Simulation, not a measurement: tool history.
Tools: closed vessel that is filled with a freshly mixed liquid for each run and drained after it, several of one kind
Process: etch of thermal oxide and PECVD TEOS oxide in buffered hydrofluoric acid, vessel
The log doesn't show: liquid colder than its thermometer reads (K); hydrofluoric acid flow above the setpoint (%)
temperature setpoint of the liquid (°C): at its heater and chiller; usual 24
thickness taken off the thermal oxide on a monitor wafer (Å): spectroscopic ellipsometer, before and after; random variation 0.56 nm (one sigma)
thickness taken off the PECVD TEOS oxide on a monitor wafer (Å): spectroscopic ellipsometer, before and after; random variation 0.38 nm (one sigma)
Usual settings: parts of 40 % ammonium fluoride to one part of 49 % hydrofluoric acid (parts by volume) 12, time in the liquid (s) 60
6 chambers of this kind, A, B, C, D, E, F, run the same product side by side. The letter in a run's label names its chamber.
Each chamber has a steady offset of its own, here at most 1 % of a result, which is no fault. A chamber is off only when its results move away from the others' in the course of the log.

run,day,temperature setpoint of the liquid (°C),parts of 40 % ammonium fluoride to one part of 49 % hydrofluoric acid (parts by volume),time in the liquid (s),hours since the thermometer was replaced,hours since the hydrofluoric acid flow meter was replaced,"read-back film thickness of the thermal oxide reference wafer, read on the same gauge (nm)","read-back film thickness of the PECVD TEOS oxide reference wafer, read on the same gauge (nm)",thickness taken off the thermal oxide on a monitor wafer (Å),thickness taken off the PECVD TEOS oxide on a monitor wafer (Å)
1B,0.296,24,12,60,971.9,711.5,90.014,59.995,574.75,1139
2E,0.638,24,12,60,1052.9,67.8,89.99,60.006,563.01,1129.9
3D,0.821,24,12,60,366.7,2428.3,90.014,59.989,569.84,1140.4
4A,1.088,24,12,60,1095.9,1133.5,90.002,59.997,575.56,1161.3
5C,1.425,24,12,60,621.8,347.2,89.998,59.988,565.54,1150
6F,1.779,24,12,60,741.7,229.4,89.997,60.013,561.22,1160.5
7E,2.138,24,12,60,1088.9,103.8,90.002,60.007,563.42,1137.8
8C,2.496,24,12,60,647.5,372.9,89.983,59.999,576.51,1148.6
9A,2.721,24,12,60,1135.1,1172.7,89.996,60.004,576.98,1162.3
10F,2.925,24,12,60,769.2,256.9,90.025,60.014,568.5,1150.7
11B,3.208,24,12,60,1041.8,781.4,89.993,60.004,581.46,1145.5
12D,3.492,24,12,60,430.8,2492.4,89.993,60.007,569.39,1146.5
13B,3.662,24,12,60,1052.7,792.3,89.999,59.975,579.26,1140.3
# day 3.925: chamber D: hydrofluoric acid flow meter replaced
14D,3.954,24,12,60,441.9,0.8,89.999,59.973,573.27,1136.4
15F,4.171,24,12,60,799.1,286.8,89.996,60.001,571.96,1153.7
16C,4.35,24,12,60,692,417.4,89.979,60.027,572.1,1149.5
17A,4.542,24,12,60,1178.8,1216.4,90.025,60.003,564.45,1168.4
18E,4.842,24,12,60,1153.8,168.7,90.008,60.025,562.86,1134.3
19C,5.146,24,12,60,711.1,436.5,90.016,59.997,559.14,1138.9
20D,5.396,24,12,60,476.5,35.4,90,59.996,567.99,1142.9
21F,5.617,24,12,60,833.8,321.5,89.995,59.994,557.54,1152.2
22A,5.979,24,12,60,1213.3,1250.9,89.991,60.012,568.21,1170.5
23E,6.246,24,12,60,1187.5,202.4,89.993,60.002,563.81,1135.9
24B,6.533,24,12,60,1121.6,861.2,90.002,59.996,567.22,1144
25F,6.892,24,12,60,864.4,352.1,90.007,59.987,566.37,1166.2
26B,7.229,24,12,30,1138.3,877.9,89.999,59.981,289.54,574.51
27C,7.429,24,12,30,765.9,491.3,89.983,60.015,286.15,571.18
28A,7.792,24,12,30,1256.8,1294.4,89.988,59.967,286.55,582.97
29D,8.054,24,12,30,540.3,99.2,89.986,60,283.3,574.13
30E,8.388,24,12,30,1238.9,253.8,89.998,59.99,281.6,570.71
31E,8.567,24,12,30,1243.2,258.1,89.987,60.017,283.62,568.44
32D,8.738,24,16,75,556.7,115.6,89.996,60.015,543.77,1075.5
33C,8.908,24,16,75,801.4,526.8,89.987,59.993,540.3,1082.4
34B,9.112,24,16,75,1183.5,923.1,90.015,60.013,540.08,1072
35A,9.471,24,16,75,1297.1,1334.7,89.99,59.99,542.42,1104.3
36F,9.638,24,16,75,930.3,418,89.991,60.013,538.31,1092.3
37D,9.912,24,16,75,584.9,143.8,90.017,60.017,535.19,1070.3

What goes on in this fleet: one chamber off, a drifting gauge, or nothing beyond the chambers' own small offsets? Name the chamber and the cause, if any.

No chamber stands off beyond its own small offset, and the gauge holds steady.

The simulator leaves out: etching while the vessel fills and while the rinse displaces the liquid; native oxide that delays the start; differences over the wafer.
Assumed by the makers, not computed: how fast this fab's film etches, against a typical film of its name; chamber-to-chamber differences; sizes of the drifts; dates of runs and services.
